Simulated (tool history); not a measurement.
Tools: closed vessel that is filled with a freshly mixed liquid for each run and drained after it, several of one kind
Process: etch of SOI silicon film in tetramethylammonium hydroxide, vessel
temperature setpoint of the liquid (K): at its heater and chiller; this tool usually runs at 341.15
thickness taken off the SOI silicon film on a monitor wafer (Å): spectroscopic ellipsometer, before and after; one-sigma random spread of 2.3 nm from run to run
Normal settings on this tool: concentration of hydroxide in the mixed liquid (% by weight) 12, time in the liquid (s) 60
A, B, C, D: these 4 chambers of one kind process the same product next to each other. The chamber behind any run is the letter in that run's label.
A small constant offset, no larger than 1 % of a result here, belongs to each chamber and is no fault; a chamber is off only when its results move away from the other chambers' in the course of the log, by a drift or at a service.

run,hour,temperature setpoint of the liquid (K),concentration of hydroxide in the mixed liquid (% by weight),time in the liquid (s),"read-back film thickness of the SOI silicon film reference wafer, read on the same gauge (nm)",thickness taken off the SOI silicon film on a monitor wafer (Å)
1B,7.9,341.15,12,60,139.96,3635.6
2C,15.3,341.15,12,60,140,3602.2
3D,19.8,341.15,12,60,140.01,3564.3
4A,24.3,341.15,12,60,140.01,3599.6
5A,30.5,341.15,12,60,140,3615.8
6D,37.3,341.15,12,60,140.06,3615.7
7B,45.3,341.15,12,60,139.99,3631.1
8C,52,341.15,12,60,139.97,3620.8
9A,58.1,341.15,12,75,140.03,4514.4
10C,63.9,341.15,12,75,140.03,4491.9
11D,67.4,341.15,12,75,140.03,4462.6
12B,75.4,341.15,12,75,139.96,4565.2
13D,81.9,333.65,12,60,140.04,2265.8
14A,89.2,333.65,12,60,139.99,2274.6
15B,93.3,333.65,12,60,139.95,2289
# hour 100.5: chamber B: thermometer replaced
16C,101.1,333.65,12,60,140.03,2326.3
# hour 106.8: chamber C: hydroxide flow meter replaced
17C,109.2,341.15,14.5,75,140.03,4207.2
18D,113.9,341.15,14.5,75,139.97,4094
19A,118.7,341.15,14.5,75,140,4128.7
20B,123,341.15,14.5,75,140.04,4153.7
21D,129,341.15,12,60,140.02,3576.3
22C,133.9,341.15,12,60,140,3753.5
23B,140.5,341.15,12,60,139.99,3633
24A,148.3,341.15,12,60,140,3564.4
25D,154.2,341.15,12,60,140.01,3577.6
26A,158.5,341.15,12,60,139.97,3594.3
27C,164,341.15,12,60,139.99,3842.5
28B,169.1,341.15,12,60,139.97,3612.6
29A,175.3,341.15,12,60,140.02,3627

One chamber off, gauge drift, or nothing amiss beyond the chambers' own small offsets? If it is a chamber, which one, and what is the likeliest cause?

It is chamber C that slowly wanders off from its peers.
What lies behind it: liquid hotter than its thermometer reads (K) = 1.43.

Here are 4 candidates for chamber C's next run, each the usual settings with a change, their results left as question marks. Which one brings its results back in line with what the others give on the usual settings?
Counts as in line when no further than this from what the other chambers average on the usual settings: thickness taken off the SOI silicon film on a monitor wafer (Å) 80
30C-1,181.2,341.15,9.5,60,,?
30C-2,181.2,341.15,14.5,60,,?
30C-3,181.2,341.15,12,50,,?
30C-4,181.2,344.15,11.5,60,,?

Other chambers, usual settings, mean: thickness taken off the SOI silicon film on a monitor wafer (Å) 3599.8
run,thickness taken off the SOI silicon film on a monitor wafer (Å)
30C-1,4289.5
30C-2,3591.8
30C-3,3273.8
30C-4,4763.7
The answer is 30C-2, which returns the chamber to within the allowed miss of the others.
